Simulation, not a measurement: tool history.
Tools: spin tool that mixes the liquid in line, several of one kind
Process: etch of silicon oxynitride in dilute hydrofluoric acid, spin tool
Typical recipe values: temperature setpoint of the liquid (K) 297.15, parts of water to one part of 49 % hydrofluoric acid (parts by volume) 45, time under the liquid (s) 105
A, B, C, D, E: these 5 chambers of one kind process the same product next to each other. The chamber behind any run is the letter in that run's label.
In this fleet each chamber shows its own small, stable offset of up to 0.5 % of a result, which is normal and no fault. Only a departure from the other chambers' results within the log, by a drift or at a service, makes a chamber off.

run	hour	temperature setpoint of the liquid (K)	parts of water to one part of 49 % hydrofluoric acid (parts by volume)	time under the liquid (s)	hours since the thermometer was replaced	hours since the hydrofluoric acid flow meter was replaced	read-back film thickness of the silicon oxynitride reference wafer, read on the same gauge (nm)	thickness taken off the silicon oxynitride on a monitor wafer (angstrom)
1D	9.0	297.15	45	105	2100.6	461.3	50.032	64.332
2C	14.4	297.15	45	105	230.9	242.8	49.972	63.855
# hour 23.6: chamber D: thermometer replaced
3E	24.5	297.15	45	105	844.5	533.8	50.008	64.448
4A	31.9	297.15	45	105	748.1	814.0	50.012	64.280
5B	39.5	297.15	45	105	1113.7	411.3	50.025	64.255
6C	45.6	297.15	60	45	262.1	274.0	50.010	20.359
7A	54.8	297.15	60	45	771.0	836.9	50.000	20.447
8D	62.1	297.15	60	45	38.5	514.4	49.998	20.306
9B	68.9	297.15	60	45	1143.1	440.7	50.016	20.317
# hour 72.5: chamber A: hydrofluoric acid flow meter replaced
10E	78.5	297.15	60	45	898.5	587.8	50.025	20.417
11D	86.0	297.15	45	105	62.4	538.3	49.995	64.345
12B	96.6	297.15	45	105	1170.8	468.4	49.994	63.939
13C	101.8	297.15	45	105	318.3	330.2	49.967	63.887
14A	108.0	297.15	45	105	824.2	35.5	50.008	64.382
15E	113.2	297.15	45	105	933.2	622.5	49.977	64.222
16C	120.8	297.15	45	105	337.3	349.2	50.019	64.075
17A	127.0	295.15	60	105	843.2	54.5	50.010	43.196
18B	133.5	295.15	60	105	1207.7	505.3	50.023	43.414
19E	141.7	295.15	60	105	961.7	651.0	50.019	43.035
20D	147.3	295.15	60	105	123.7	599.6	50.000	42.855
21A	154.6	295.15	60	105	870.8	82.1	50.025	43.129
22B	159.7	297.15	45	105	1233.9	531.5	50.021	63.773
23C	165.8	297.15	45	105	382.3	394.2	50.004	64.384
24E	174.5	297.15	45	105	994.5	683.8	49.969	64.533
25D	183.2	297.15	45	105	159.6	635.5	49.975	64.721
26A	192.3	297.15	45	105	908.5	119.8	49.988	63.960
27B	199.8	297.15	45	105	1274.0	571.6	49.997	64.311
28E	204.9	297.15	45	105	1024.9	714.2	50.000	63.964
29C	212.7	297.15	45	105	429.2	441.1	49.978	63.402
30D	222.6	297.15	45	105	199.0	674.9	50.006	64.739
31D	232.8	297.15	35	60	209.2	685.1	49.982	47.710
32E	243.3	297.15	35	60	1063.3	752.6	49.982	47.377
33B	253.9	297.15	35	60	1328.1	625.7	50.031	47.504
34C	259.5	297.15	35	60	476.0	487.9	49.990	47.428
35A	270.0	297.15	35	60	986.2	197.5	49.992	47.575
36B	278.9	297.15	65	105	1353.1	650.7	49.976	43.897
37D	286.5	297.15	65	105	262.9	738.8	50.051	43.633
38E	292.9	297.15	65	105	1112.9	802.2	49.965	43.794

Which is it: a chamber that has drifted or been left off by a service, a gauge drift common to all chambers, or only each chamber's usual small offset? If a chamber is off, name it and its likeliest cause.

All chambers stay in line apart from their small fixed offsets, and the gauge does not drift.
